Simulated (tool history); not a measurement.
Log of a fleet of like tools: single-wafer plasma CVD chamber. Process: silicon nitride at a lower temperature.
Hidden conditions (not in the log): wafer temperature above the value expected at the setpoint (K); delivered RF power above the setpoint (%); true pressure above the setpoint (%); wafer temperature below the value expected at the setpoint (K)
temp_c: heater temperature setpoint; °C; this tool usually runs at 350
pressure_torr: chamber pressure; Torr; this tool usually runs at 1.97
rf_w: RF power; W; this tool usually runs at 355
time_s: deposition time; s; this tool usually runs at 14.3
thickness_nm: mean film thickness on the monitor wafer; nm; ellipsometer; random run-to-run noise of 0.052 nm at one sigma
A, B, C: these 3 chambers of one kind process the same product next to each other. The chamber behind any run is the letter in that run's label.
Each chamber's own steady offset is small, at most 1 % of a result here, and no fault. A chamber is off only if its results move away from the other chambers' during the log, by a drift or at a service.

run,day,temp_c,pressure_torr,rf_w,time_s,hours since the last thermocouple change,hours since the last RF generator calibration,hours since the last manometer calibration,"read-back reference wafer on the same gauge, thickness_nm",thickness_nm
1C,0.196,350,1.97,355,14.3,1100.4,686.8,1584.2,17.398,19.858
2B,0.400,350,1.97,355,14.3,127.1,850.8,325.1,17.402,20.042
3A,0.579,350,1.97,355,14.3,878.8,513.5,653.6,17.398,19.923
4B,0.788,350,1.97,355,14.3,136.4,860.1,334.4,17.399,20.011
5A,1.062,350,1.97,355,14.3,890.4,525.1,665.2,17.405,19.910
6C,1.275,350,1.97,355,14.3,1126.3,712.7,1610.1,17.402,19.869
7A,1.438,336,1.97,355,14.3,899.4,534.1,674.2,17.406,20.028
8B,1.721,336,1.97,355,14.3,158.8,882.5,356.8,17.397,20.254
9C,2.033,336,1.97,355,14.3,1144.5,730.9,1628.3,17.406,19.926
10A,2.242,350,1.97,355,14.3,918.7,553.4,693.5,17.405,19.906
11C,2.425,350,1.97,320,15.9,1153.9,740.3,1637.7,17.401,20.680
12B,2.675,350,1.97,320,15.9,181.7,905.4,379.7,17.401,20.994
13B,3.004,350,1.97,320,15.9,189.6,913.3,387.6,17.399,20.856
14C,3.300,350,1.97,355,14.3,1174.9,761.3,1658.7,17.400,19.840
15A,3.542,350,1.97,355,14.3,949.9,584.6,724.7,17.401,19.901
16B,3.817,350,1.97,355,14.3,209.1,932.8,407.1,17.394,20.097
17A,4.004,350,2.28,385,14.3,961.0,595.7,735.8,17.397,21.674
18C,4.262,350,2.28,385,14.3,1198.0,784.4,1681.8,17.399,21.701
19A,4.517,350,2.28,385,14.3,973.3,608.0,748.1,17.410,21.772
20B,4.821,350,1.97,355,14.3,233.2,956.9,431.2,17.407,20.082
21C,5.079,350,1.97,355,14.3,1217.6,804.0,1701.4,17.386,19.787

Is one chamber out of step, is the gauge drifting, or do the chambers differ by no more than their own small offsets? For an off chamber, give its letter and the likeliest cause.

No chamber is off and the gauge is stable; the differences are just each chamber's small, constant offset.

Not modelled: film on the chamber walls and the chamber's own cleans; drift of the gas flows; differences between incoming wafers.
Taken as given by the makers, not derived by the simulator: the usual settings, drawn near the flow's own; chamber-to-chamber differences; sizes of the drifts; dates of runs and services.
